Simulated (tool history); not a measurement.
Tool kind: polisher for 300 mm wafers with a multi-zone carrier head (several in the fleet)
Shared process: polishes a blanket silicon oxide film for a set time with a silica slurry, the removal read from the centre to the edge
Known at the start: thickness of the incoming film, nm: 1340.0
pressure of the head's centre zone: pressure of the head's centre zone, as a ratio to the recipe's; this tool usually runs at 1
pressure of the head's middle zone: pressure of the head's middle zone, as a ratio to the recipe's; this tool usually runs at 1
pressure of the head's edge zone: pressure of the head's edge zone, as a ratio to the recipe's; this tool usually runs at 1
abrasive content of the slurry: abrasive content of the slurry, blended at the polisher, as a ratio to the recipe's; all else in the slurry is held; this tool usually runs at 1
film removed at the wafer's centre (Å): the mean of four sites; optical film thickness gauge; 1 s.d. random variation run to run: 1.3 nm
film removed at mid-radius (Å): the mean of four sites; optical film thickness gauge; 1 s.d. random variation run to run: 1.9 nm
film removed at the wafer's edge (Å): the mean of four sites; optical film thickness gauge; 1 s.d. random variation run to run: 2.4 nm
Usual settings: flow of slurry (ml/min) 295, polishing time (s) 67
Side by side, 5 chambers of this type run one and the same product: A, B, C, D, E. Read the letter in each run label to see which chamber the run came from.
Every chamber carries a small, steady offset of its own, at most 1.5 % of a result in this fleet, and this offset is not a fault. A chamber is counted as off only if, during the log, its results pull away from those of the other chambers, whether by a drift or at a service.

| run | hour | flow of slurry (ml/min) | pressure of the head's centre zone | pressure of the head's middle zone | pressure of the head's edge zone | abrasive content of the slurry | polishing time (s) | wafers polished on this pad | hours since the slurry nozzle was cleaned | hours since the centre zone pressure was calibrated | hours since the edge zone pressure was calibrated | film removed at the wafer's centre (Å) | film removed at mid-radius (Å) | film removed at the wafer's edge (Å) |
|---|---|---|---|---|---|---|---|---|---|---|---|---|---|---|
| 1D | 6.6 | 295 | 1 | 1 | 1 | 1 | 67 | 656 | 799.6 | 360.6 | 323.6 | 2220.2 | 2242.1 | 2112.8 |
| 2A | 12.5 | 295 | 1 | 1 | 1 | 1 | 67 | 557 | 242.6 | 696.9 | 200.4 | 2194.5 | 2211.5 | 2226.7 |
| 3C | 21.6 | 295 | 1 | 1 | 1 | 1 | 67 | 347 | 119.7 | 143 | 127.6 | 2200.5 | 2209 | 2226.2 |
|  | 23.6 | chamber D: slurry nozzle cleaned |
|  | 27.1 | chamber A: worn pad replaced by a new one |
| 4E | 28.6 | 295 | 1 | 1 | 1 | 1 | 67 | 838 | 397.9 | 354.8 | 1044 | 2178.9 | 2199.8 | 2171.5 |
| 5B | 37.4 | 295 | 1 | 1 | 1 | 1 | 56 | 547 | 116.5 | 644.5 | 100.4 | 1853.7 | 1837.3 | 1873.7 |
|  | 45.4 | chamber E: worn pad replaced by a new one |
| 6C | 48.5 | 295 | 1 | 1 | 1 | 1 | 56 | 680 | 146.6 | 169.9 | 154.5 | 1844.2 | 1832.3 | 1869.5 |
| 7A | 57.9 | 295 | 1 | 1 | 1 | 1 | 56 | 381 | 288 | 742.3 | 245.8 | 1849.5 | 1833.2 | 1836.4 |
|  | 61.5 | chamber B: worn pad replaced by a new one |
| 8E | 65.8 | 295 | 1 | 1 | 1 | 1 | 56 | 253 | 435.1 | 392 | 1081.2 | 1823 | 1856.5 | 1820.2 |
| 9D | 73.4 | 295 | 1 | 1 | 1 | 1 | 56 | 1484 | 49.9 | 427.4 | 390.4 | 1850.9 | 1866.4 | 1786.2 |
| 10B | 83.3 | 295 | 1 | 1 | 1 | 1 | 67 | 270 | 162.4 | 690.4 | 146.3 | 2213.2 | 2211.9 | 2212.1 |
|  | 89.6 | chamber A: worn pad replaced by a new one |
|  | 91.5 | chamber C: worn pad replaced by a new one |
| 11E | 94.2 | 295 | 1 | 1 | 1 | 1 | 67 | 605 | 463.5 | 420.4 | 1109.6 | 2205.1 | 2199.5 | 2232.6 |
| 12B | 100.6 | 295 | 1 | 1 | 1 | 1 | 67 | 485 | 179.7 | 707.7 | 163.6 | 2177.4 | 2232.2 | 2235.1 |
| 13D | 111 | 295 | 1 | 1 | 1 | 1 | 67 | 1950 | 87.5 | 465 | 428 | 2182.6 | 2184.5 | 2193.7 |
| 14A | 119.3 | 245 | 1 | 1 | 1 | 1.15 | 67 | 368 | 349.4 | 803.7 | 307.2 | 2324.6 | 2318.7 | 2308.1 |
|  | 124.7 | chamber B: worn pad replaced by a new one |
|  | 127.8 | chamber E: worn pad replaced by a new one |
| 15C | 129.1 | 245 | 1 | 1 | 1 | 1.15 | 67 | 466 | 227.2 | 250.5 | 235.1 | 2301.6 | 2304.5 | 2340 |
| 16E | 138.8 | 245 | 1 | 1 | 1 | 1.15 | 67 | 137 | 508.1 | 465 | 1154.2 | 2291.8 | 2309.9 | 2291.7 |
| 17A | 151 | 245 | 1 | 1 | 1 | 1.15 | 67 | 761 | 381.1 | 835.4 | 338.9 | 2288.1 | 2273.7 | 2343.2 |
|  | 157.7 | chamber A: worn pad replaced by a new one |
| 18C | 160.8 | 245 | 1 | 1 | 1 | 1.15 | 67 | 859 | 258.9 | 282.2 | 266.8 | 2286.8 | 2310.6 | 2281.6 |
|  | 170.7 | chamber C: worn pad replaced by a new one |
| 19D | 171.9 | 295 | 1 | 1 | 1 | 1 | 67 | 2705 | 148.4 | 525.9 | 488.9 | 2163 | 2176 | 2109.4 |
| 20B | 183.5 | 295 | 1 | 1 | 1 | 1 | 67 | 729 | 262.6 | 790.6 | 246.5 | 2189.2 | 2205.2 | 2211.5 |
| 21C | 194.5 | 295 | 1 | 1 | 0.88 | 1 | 67 | 295 | 292.6 | 315.9 | 300.5 | 2212.7 | 2203.2 | 2075 |
|  | 198.6 | chamber B: worn pad replaced by a new one |
| 22D | 203.6 | 295 | 1 | 1 | 0.88 | 1 | 67 | 3097 | 180.1 | 557.6 | 520.6 | 2147.1 | 2157.4 | 2001.7 |
| 23A | 210.5 | 295 | 1 | 1 | 0.88 | 1 | 67 | 654 | 440.6 | 894.9 | 398.4 | 2236.4 | 2210.3 | 2105.8 |
|  | 212.1 | chamber E: worn pad replaced by a new one |
|  | 218.7 | chamber A: centre zone pressure recalibrated |
| 24E | 222.6 | 295 | 1 | 1 | 0.88 | 1 | 67 | 130 | 591.9 | 548.8 | 1238 | 2178.8 | 2207.5 | 2071.3 |
|  | 232.8 | chamber A: worn pad replaced by a new one |
| 25B | 233.4 | 295 | 1 | 1 | 0.88 | 1 | 67 | 431 | 312.5 | 840.5 | 296.4 | 2218.1 | 2201.9 | 2087.6 |
| 26B | 239.7 | 295 | 1 | 0.91 | 1 | 1 | 82 | 509 | 318.8 | 846.8 | 302.7 | 2713.1 | 2529.4 | 2718.3 |
|  | 244.8 | chamber E: slurry nozzle cleaned |
| 27A | 247.8 | 295 | 1 | 0.91 | 1 | 1 | 82 | 186 | 477.9 | 29.2 | 435.7 | 2713.9 | 2457.7 | 2773.6 |
| 28C | 258.6 | 295 | 1 | 0.91 | 1 | 1 | 82 | 1089 | 356.7 | 380 | 364.6 | 2711.6 | 2447.8 | 2679.9 |
|  | 260.7 | chamber B: slurry nozzle cleaned |
|  | 260.9 | chamber C: worn pad replaced by a new one |
| 29E | 270.7 | 295 | 1 | 0.91 | 1 | 1 | 82 | 726 | 25.9 | 596.9 | 1286.1 | 2665.5 | 2461 | 2681.9 |
| 30D | 279.2 | 295 | 1 | 0.91 | 1 | 1 | 82 | 4034 | 255.7 | 633.2 | 596.2 | 2581.6 | 2355.6 | 2516 |
|  | 279.6 | chamber B: worn pad replaced by a new one |
|  | 288.1 | chamber E: worn pad replaced by a new one |
| 31C | 290.7 | 295 | 1 | 1 | 1 | 1 | 67 | 370 | 388.8 | 412.1 | 396.7 | 2202.1 | 2205.1 | 2235.8 |
| 32E | 296.5 | 295 | 1 | 1 | 1 | 1 | 67 | 104 | 51.7 | 622.7 | 1311.9 | 2195.4 | 2199 | 2215.5 |
| 33B | 307 | 295 | 1 | 1 | 1 | 1 | 67 | 339 | 46.4 | 914.1 | 370 | 2207.9 | 2204.3 | 2202.7 |
|  | 307.2 | chamber A: worn pad replaced by a new one |
| 34A | 319.4 | 295 | 1 | 0.91 | 1 | 1 | 67 | 151 | 549.5 | 100.8 | 507.3 | 2217.5 | 2030.7 | 2184.6 |
| 35D | 326.1 | 295 | 1 | 0.91 | 1 | 1 | 67 | 4615 | 302.6 | 680.1 | 643.1 | 2072.1 | 1914.2 | 2043.9 |
| 36A | 333.9 | 295 | 1 | 0.91 | 1 | 1 | 67 | 331 | 564 | 115.3 | 521.8 | 2184.9 | 2005.7 | 2236.1 |

Has any chamber moved away from the others, gradually or after a service, or does the common gauge drift, or do the chambers differ only by their own small steady offsets? State the chamber and the most likely cause if one applies.

One chamber, D, drifts off from the rest bit by bit.
What lies behind it: removal rate lost through wear of the pad, % = 6.46.
The log may not separate it from: slurry flow missing at the pad, %.

Here are 4 candidates for chamber D's next run, each the usual settings with a change, their results left as question marks. Which one brings its results back in line with what the others give on the usual settings?
A result is in line if it is within this distance of the other chambers' mean on the usual settings: film removed at the wafer's centre (Å) 47; film removed at mid-radius (Å) 65; film removed at the wafer's edge (Å) 86
| 37D-1 | 343 | 295 | 0.98 | 0.97 | 1.03 | 1.05 | 76 |  |  |  |  | ? | ? | ? |
| 37D-2 | 343 | 295 | 0.99 | 0.98 | 1.02 | 1 | 72 |  |  |  |  | ? | ? | ? |
| 37D-3 | 343 | 295 | 1.01 | 1.02 | 0.98 | 1 | 62 |  |  |  |  | ? | ? | ? |
| 37D-4 | 343 | 295 | 1.02 | 1.03 | 0.97 | 0.95 | 59 |  |  |  |  | ? | ? | ? |

Usual-settings mean across the other chambers: film removed at the wafer's centre (Å) 2202.7; film removed at mid-radius (Å) 2209.1; film removed at the wafer's edge (Å) 2210.6
| run | film removed at the wafer's centre (Å) | film removed at mid-radius (Å) | film removed at the wafer's edge (Å) |
|---|---|---|---|
| 37D-1 | 2335.9 | 2348 | 2404.1 |
| 37D-2 | 2189.5 | 2196.3 | 2216.2 |
| 37D-3 | 1928.4 | 1961.6 | 1868 |
| 37D-4 | 1811.7 | 1839 | 1726.4 |
37D-2 is the one that brings the chamber's results back in line with the other chambers.
